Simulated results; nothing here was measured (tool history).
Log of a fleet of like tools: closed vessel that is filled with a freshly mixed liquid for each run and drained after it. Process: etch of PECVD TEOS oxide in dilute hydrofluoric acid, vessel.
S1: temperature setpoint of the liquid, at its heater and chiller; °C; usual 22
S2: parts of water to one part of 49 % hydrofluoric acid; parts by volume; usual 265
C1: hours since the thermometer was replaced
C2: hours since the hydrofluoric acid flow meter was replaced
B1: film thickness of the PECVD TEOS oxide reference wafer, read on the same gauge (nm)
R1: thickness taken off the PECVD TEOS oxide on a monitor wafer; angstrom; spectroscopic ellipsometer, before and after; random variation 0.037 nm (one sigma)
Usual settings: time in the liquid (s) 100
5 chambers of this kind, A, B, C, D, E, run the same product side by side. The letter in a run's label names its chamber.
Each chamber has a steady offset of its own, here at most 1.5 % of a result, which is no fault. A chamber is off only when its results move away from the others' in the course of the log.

run 1D hour=14.9 | S1=22 S2=265 time_in_the_liquid_(s)=100 | C1=1642 C2=86.3 | B1=70.038 | R1=49.421
run 2A hour=29.9 | S1=22 S2=265 time_in_the_liquid_(s)=100 | C1=514.3 C2=578.3 | B1=70.01 | R1=49.262
run 3C hour=41.9 | S1=22 S2=265 time_in_the_liquid_(s)=100 | C1=1754.6 C2=718.7 | B1=70.007 | R1=49.94
run 4B hour=53.5 | S1=22 S2=265 time_in_the_liquid_(s)=100 | C1=1079.1 C2=443.2 | B1=70.005 | R1=49.607
run 5E hour=67.7 | S1=22 S2=265 time_in_the_liquid_(s)=100 | C1=470.7 C2=1048.9 | B1=69.971 | R1=48.912
run 6B hour=76.5 | S1=22 S2=265 time_in_the_liquid_(s)=100 | C1=1102.1 C2=466.2 | B1=70.006 | R1=49.5
run 7D hour=85.8 | S1=22 S2=265 time_in_the_liquid_(s)=100 | C1=1712.9 C2=157.2 | B1=70.015 | R1=49.166
run 8A hour=94.7 | S1=22 S2=265 time_in_the_liquid_(s)=100 | C1=579.1 C2=643.1 | B1=70.017 | R1=48.567
run 9C hour=101.4 | S1=22 S2=265 time_in_the_liquid_(s)=100 | C1=1814.1 C2=778.2 | B1=70.056 | R1=48.749
run 10E hour=110.4 | S1=22 S2=265 time_in_the_liquid_(s)=100 | C1=513.4 C2=1091.6 | B1=69.962 | R1=49.284
run 11B hour=118.1 | S1=22 S2=265 time_in_the_liquid_(s)=100 | C1=1143.7 C2=507.8 | B1=70.037 | R1=49.486
run 12C hour=132.2 | S1=22 S2=265 time_in_the_liquid_(s)=100 | C1=1844.9 C2=809 | B1=70.038 | R1=49.599
run 13D hour=146.5 | S1=22 S2=265 time_in_the_liquid_(s)=100 | C1=1773.6 C2=217.9 | B1=69.992 | R1=49.353
run 14E hour=159.7 | S1=22 S2=265 time_in_the_liquid_(s)=100 | C1=562.7 C2=1140.9 | B1=70.022 | R1=50.163
run 15A hour=170.2 | S1=22 S2=265 time_in_the_liquid_(s)=100 | C1=654.6 C2=718.6 | B1=70.016 | R1=49.484
run 16B hour=179.8 | S1=22 S2=265 time_in_the_liquid_(s)=100 | C1=1205.4 C2=569.5 | B1=70.032 | R1=49.11
run 17A hour=190.8 | S1=22 S2=265 time_in_the_liquid_(s)=100 | C1=675.2 C2=739.2 | B1=69.978 | R1=48.45
run 18E hour=201.5 | S1=22 S2=265 time_in_the_liquid_(s)=100 | C1=604.5 C2=1182.7 | B1=70.009 | R1=50.552
run 19C hour=208.2 | S1=22 S2=265 time_in_the_liquid_(s)=100 | C1=1920.9 C2=885 | B1=69.968 | R1=48.647
run 20D hour=217.6 | S1=22 S2=265 time_in_the_liquid_(s)=145 | C1=1844.7 C2=289 | B1=69.997 | R1=71.146
-- hour=219.8 chamber A: hydrofluoric acid flow meter replaced
run 21C hour=232.9 | S1=22 S2=265 time_in_the_liquid_(s)=145 | C1=1945.6 C2=909.7 | B1=69.983 | R1=69.918
run 22D hour=241.2 | S1=22 S2=265 time_in_the_liquid_(s)=145 | C1=1868.3 C2=312.6 | B1=69.941 | R1=71.446
-- hour=246.4 chamber C: thermometer replaced
run 23A hour=253 | S1=22 S2=265 time_in_the_liquid_(s)=145 | C1=737.4 C2=33.3 | B1=70.008 | R1=70.01
run 24B hour=263.2 | S1=22 S2=265 time_in_the_liquid_(s)=145 | C1=1288.8 C2=652.9 | B1=69.974 | R1=71.79
run 25E hour=277.5 | S1=22 S2=265 time_in_the_liquid_(s)=100 | C1=680.5 C2=1258.7 | B1=70.031 | R1=51.342
run 26E hour=285.6 | S1=22 S2=265 time_in_the_liquid_(s)=100 | C1=688.6 C2=1266.8 | B1=70.002 | R1=52.017
run 27B hour=292.2 | S1=22 S2=265 time_in_the_liquid_(s)=100 | C1=1317.8 C2=681.9 | B1=70.015 | R1=49.73
run 28A hour=304.7 | S1=22 S2=265 time_in_the_liquid_(s)=100 | C1=789.1 C2=85 | B1=69.99 | R1=48.952
run 29D hour=311.7 | S1=22 S2=265 time_in_the_liquid_(s)=100 | C1=1938.8 C2=383.1 | B1=70.021 | R1=49.76
run 30C hour=319.2 | S1=22 S2=360 time_in_the_liquid_(s)=60 | C1=72.9 C2=996 | B1=69.963 | R1=19.889
run 31D hour=328.7 | S1=22 S2=360 time_in_the_liquid_(s)=60 | C1=1955.8 C2=400.1 | B1=69.992 | R1=19.813
run 32A hour=337 | S1=22 S2=360 time_in_the_liquid_(s)=60 | C1=821.4 C2=117.3 | B1=69.97 | R1=19.667
run 33C hour=350 | S1=22 S2=360 time_in_the_liquid_(s)=60 | C1=103.7 C2=1026.8 | B1=69.99 | R1=19.579
run 34B hour=360.1 | S1=22 S2=360 time_in_the_liquid_(s)=60 | C1=1385.7 C2=749.8 | B1=69.992 | R1=20.249

What goes on in this fleet: one chamber off, a drifting gauge, or nothing beyond the chambers' own small offsets? Name the chamber and the cause, if any.

Chamber E drifts away from the others.
Cause: hydrofluoric acid flow above the setpoint (%) = 5.26.
The log may not tell that from: liquid hotter than its thermometer reads (K).

Here are 4 candidates for chamber E's next run, each the usual settings with a change, their results left as question marks. Which one brings its results back in line with what the others give on the usual settings?
In line means no further than this from the other chambers' mean on the usual settings: R1 1.3 angstrom
run 35E-1 hour=371.1 | S1=22.5 S2=245 time_in_the_liquid_(s)=100 | R1=?
run 35E-2 hour=371.1 | S1=22 S2=280 time_in_the_liquid_(s)=95 | R1=?
run 35E-3 hour=371.1 | S1=23.5 S2=265 time_in_the_liquid_(s)=100 | R1=?
run 35E-4 hour=371.1 | S1=22 S2=280 time_in_the_liquid_(s)=100 | R1=?

The other chambers' mean on the usual settings: R1 49.217 angstrom
run=35E-1 R1=58.786
run=35E-2 R1=46.573
run=35E-3 R1=55.363
run=35E-4 R1=49.025
35E-4 brings the chamber back in line.

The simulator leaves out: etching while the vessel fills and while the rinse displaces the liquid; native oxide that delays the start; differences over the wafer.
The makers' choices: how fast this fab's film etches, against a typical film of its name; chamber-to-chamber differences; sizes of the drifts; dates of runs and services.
